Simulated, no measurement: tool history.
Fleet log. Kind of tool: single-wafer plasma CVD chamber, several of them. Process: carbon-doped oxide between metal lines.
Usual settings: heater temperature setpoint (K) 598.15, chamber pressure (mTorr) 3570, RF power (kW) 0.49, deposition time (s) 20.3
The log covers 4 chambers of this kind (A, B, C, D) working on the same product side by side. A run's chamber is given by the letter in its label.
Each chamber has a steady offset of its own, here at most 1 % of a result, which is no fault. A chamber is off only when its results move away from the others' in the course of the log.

| run | day | heater temperature setpoint (K) | chamber pressure (mTorr) | RF power (kW) | deposition time (s) | hours since the last thermocouple change | hours since the last RF generator calibration | hours since the last manometer calibration | read-back reference wafer on the same gauge, thickness_nm | mean film thickness on the monitor wafer (nm) |
|---|---|---|---|---|---|---|---|---|---|---|
| 1B | 0.15 | 598.15 | 3570 | 0.49 | 20.3 | 813.3 | 837.5 | 908.7 | 124.95 | 106.8 |
| 2A | 0.267 | 598.15 | 3570 | 0.49 | 20.3 | 2727.7 | 60.1 | 2871.1 | 124.98 | 106.86 |
| 3C | 0.379 | 598.15 | 3570 | 0.49 | 20.3 | 1829.7 | 1154.4 | 1617.8 | 125.06 | 106.41 |
| 4D | 0.496 | 598.15 | 3570 | 0.49 | 20.3 | 1898.7 | 587.6 | 1128.2 | 124.92 | 106.74 |
| 5B | 0.662 | 598.15 | 3570 | 0.49 | 20.3 | 825.6 | 849.8 | 921 | 124.87 | 107.06 |
| 6C | 0.817 | 598.15 | 3570 | 0.49 | 20.3 | 1840.2 | 1164.9 | 1628.3 | 125.11 | 105.98 |
| 7D | 1.029 | 598.15 | 3570 | 0.49 | 20.3 | 1911.5 | 600.4 | 1141 | 124.98 | 106.77 |
| 8A | 1.246 | 598.15 | 3570 | 0.49 | 20.3 | 2751.2 | 83.6 | 2894.6 | 125.03 | 106.02 |
| 9A | 1.354 | 598.15 | 3570 | 0.49 | 20.3 | 2753.8 | 86.2 | 2897.2 | 125.01 | 106.48 |
| 10D | 1.471 | 598.15 | 3570 | 0.56 | 20.3 | 1922.1 | 611 | 1151.6 | 125.04 | 116.08 |
| 11C | 1.708 | 598.15 | 3570 | 0.56 | 20.3 | 1861.6 | 1186.3 | 1649.7 | 125.13 | 115.97 |
| 12B | 1.854 | 598.15 | 3570 | 0.56 | 20.3 | 854.2 | 878.4 | 949.6 | 125.05 | 115.99 |
| 13B | 2.025 | 598.15 | 3570 | 0.56 | 20.3 | 858.3 | 882.5 | 953.7 | 125.01 | 116.49 |
| 14D | 2.262 | 598.15 | 3570 | 0.49 | 20.3 | 1941.1 | 630 | 1170.6 | 124.9 | 106.53 |
|  | 2.446 | chamber A: capacitance manometer re-zeroed and calibrated |
| 15C | 2.454 | 598.15 | 3250 | 0.49 | 20.3 | 1879.5 | 1204.2 | 1667.6 | 125.03 | 105.57 |
| 16A | 2.592 | 598.15 | 3250 | 0.49 | 20.3 | 2783.5 | 115.9 | 3.6 | 124.95 | 104.6 |
| 17C | 2.729 | 598.15 | 3250 | 0.49 | 20.3 | 1886.1 | 1210.8 | 1674.2 | 124.93 | 105.88 |
| 18D | 2.871 | 598.15 | 3250 | 0.49 | 20.3 | 1955.7 | 644.6 | 1185.2 | 124.99 | 105.37 |
| 19B | 3.079 | 598.15 | 3570 | 0.49 | 20.3 | 883.6 | 907.8 | 979 | 124.94 | 106.67 |
| 20A | 3.3 | 598.15 | 3570 | 0.49 | 20.3 | 2800.5 | 132.9 | 20.6 | 124.96 | 106.71 |
| 21B | 3.471 | 598.15 | 3570 | 0.42 | 20.3 | 893 | 917.2 | 988.4 | 125.04 | 94.423 |
| 22D | 3.638 | 598.15 | 3570 | 0.42 | 20.3 | 1974.1 | 663 | 1203.6 | 124.95 | 96.018 |
| 23A | 3.762 | 598.15 | 3570 | 0.42 | 20.3 | 2811.6 | 144 | 31.7 | 124.96 | 95.07 |
|  | 3.867 | chamber A: thermocouple changed; heater temperature recalibrated |
| 24C | 3.921 | 598.15 | 3570 | 0.42 | 20.3 | 1914.7 | 1239.4 | 1702.8 | 124.99 | 95.978 |
| 25B | 4.15 | 598.15 | 3570 | 0.49 | 20.3 | 909.3 | 933.5 | 1004.7 | 124.97 | 105.2 |
| 26D | 4.375 | 598.15 | 3570 | 0.49 | 20.3 | 1991.8 | 680.7 | 1221.3 | 124.94 | 106.7 |
| 27C | 4.617 | 598.15 | 3570 | 0.49 | 20.3 | 1931.4 | 1256.1 | 1719.5 | 125.08 | 106.7 |
| 28A | 4.767 | 598.15 | 3570 | 0.49 | 20.3 | 21.6 | 168.1 | 55.8 | 124.96 | 105.88 |
| 29C | 4.892 | 584.15 | 3570 | 0.49 | 20.3 | 1938 | 1262.7 | 1726.1 | 125.02 | 111.91 |
| 30D | 5.104 | 584.15 | 3570 | 0.49 | 20.3 | 2009.3 | 698.2 | 1238.8 | 125.01 | 112.44 |
| 31A | 5.325 | 584.15 | 3570 | 0.49 | 20.3 | 35 | 181.5 | 69.2 | 124.92 | 111.91 |
| 32B | 5.446 | 584.15 | 3570 | 0.49 | 20.3 | 940.4 | 964.6 | 1035.8 | 125.01 | 109.56 |

Decide between three cases: one chamber stands off from its peers, the gauge reading all wafers drifts, or nothing is wrong past each chamber's small offset. Where a chamber is off, say which and what most likely put it there.

Little by little, chamber B moves away from the other chambers.
Cause: delivered RF power below the setpoint (%) = 4.47.

Which of the 4 candidates below, each the usual settings with something changed and its results left as question marks, puts chamber B back in line with what the other chambers give on the usual settings?
Counts as in line when no further than this from what the other chambers average on the usual settings: mean film thickness on the monitor wafer (nm) 1.2
| 33B-1 | 5.621 | 600.15 | 3520 | 0.465 | 20.3 |  |  |  |  | ? |
| 33B-2 | 5.621 | 596.15 | 3620 | 0.52 | 20.3 |  |  |  |  | ? |
| 33B-3 | 5.621 | 598.15 | 3600 | 0.51 | 20.3 |  |  |  |  | ? |
| 33B-4 | 5.621 | 598.15 | 3570 | 0.485 | 20 |  |  |  |  | ? |

The other chambers' mean on the usual settings: mean film thickness on the monitor wafer (nm) 106.48
| run | mean film thickness on the monitor wafer (nm) |
|---|---|
| 33B-1 | 99.431 |
| 33B-2 | 108.98 |
| 33B-3 | 106.78 |
| 33B-4 | 101.8 |
33B-3 brings the chamber back in line.
